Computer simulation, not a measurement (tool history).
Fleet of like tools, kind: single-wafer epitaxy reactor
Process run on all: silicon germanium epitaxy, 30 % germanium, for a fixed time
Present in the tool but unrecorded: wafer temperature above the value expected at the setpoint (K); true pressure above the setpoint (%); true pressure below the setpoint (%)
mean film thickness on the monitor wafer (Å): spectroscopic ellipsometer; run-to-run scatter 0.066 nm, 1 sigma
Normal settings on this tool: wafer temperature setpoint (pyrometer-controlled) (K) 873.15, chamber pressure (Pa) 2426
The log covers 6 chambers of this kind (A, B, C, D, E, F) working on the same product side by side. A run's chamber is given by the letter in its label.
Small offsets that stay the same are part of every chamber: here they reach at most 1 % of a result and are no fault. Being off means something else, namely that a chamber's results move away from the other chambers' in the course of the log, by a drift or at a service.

run	day	wafer temperature setpoint (pyrometer-controlled) (K)	chamber pressure (Pa)	hours since the last pyrometer calibration	hours since the last manometer calibration	read-back reference wafer on the same gauge, thickness_nm	mean film thickness on the monitor wafer (Å)
1D	0.358	873.15	2426	279.4	1038.5	61.304	565.83
2B	0.583	873.15	2426	1291.7	575.3	61.314	567.59
3F	0.971	873.15	2426	535.6	594.2	61.330	568.09
# day 1.283: chamber E: capacitance manometer re-zeroed and calibrated
4A	1.342	873.15	2426	95.5	1367.7	61.345	568.58
5C	1.596	873.15	2426	943.6	1557.8	61.319	571.78
6E	1.817	878.15	2026	155.0	12.9	61.348	579.17
7C	2.262	878.15	2026	959.6	1573.8	61.357	584.99
# day 2.412: chamber D: capacitance manometer re-zeroed and calibrated
8B	2.625	878.15	2026	1340.7	624.3	61.374	577.47
9D	3.058	878.15	2026	344.2	15.6	61.361	576.03
10F	3.467	878.15	2026	595.5	654.1	61.387	580.22
11E	3.904	878.15	2026	205.1	63.0	61.414	580.04
12A	4.108	873.15	2426	161.9	1434.1	61.398	569.12
13A	4.504	873.15	2426	171.4	1443.6	61.435	568.59
14B	4.900	873.15	2426	1395.3	678.9	61.405	567.86
15C	5.154	873.15	2426	1029.0	1643.2	61.420	571.88
16E	5.462	873.15	1960	242.5	100.4	61.425	521.69
17D	5.812	873.15	1960	410.3	81.7	61.426	519.84
18F	6.158	873.15	1960	660.1	718.7	61.443	522.71
19A	6.383	873.15	1960	216.5	1488.7	61.434	523.64
20D	6.650	873.15	1960	430.4	101.8	61.463	520.69
21F	7.071	873.15	1960	682.0	740.6	61.455	523.31
22E	7.462	885.15	1853	290.5	148.4	61.478	636.54
23C	7.771	885.15	1853	1091.8	1706.0	61.470	641.96
24B	8.062	885.15	1853	1471.2	754.8	61.501	633.97
25E	8.300	885.15	1853	310.6	168.5	61.494	636.00
26D	8.625	885.15	1853	477.8	149.2	61.489	630.34
27A	9.062	885.15	1853	280.8	1553.0	61.512	636.46
28F	9.325	878.15	2666	736.1	794.7	61.522	647.29
# day 9.550: chamber F: capacitance manometer re-zeroed and calibrated
29B	9.638	878.15	2666	1509.0	792.6	61.519	647.65
30C	9.950	878.15	2666	1144.1	1758.3	61.528	651.67
31D	10.367	878.15	2666	519.6	191.0	61.534	645.19
32B	10.658	878.15	2666	1533.5	817.1	61.541	649.29
33C	11.117	878.15	2666	1172.1	1786.3	61.548	652.91
34F	11.504	873.15	2146	788.4	47.0	61.554	541.84
35A	11.900	873.15	2146	348.9	1621.1	61.595	542.63
36E	12.221	873.15	2146	404.7	262.6	61.588	541.98

Read the log: is a single chamber off, either drifting away or since a service, is the gauge that measures every chamber drifting, or is nothing wrong beyond small per-chamber offsets? Name any odd chamber and what most likely caused it.

It is the gauge, not a chamber: its drift shows up in every chamber's results at once, and no chamber is off.
Likeliest cause: gauge reads high (%) = 0.474.
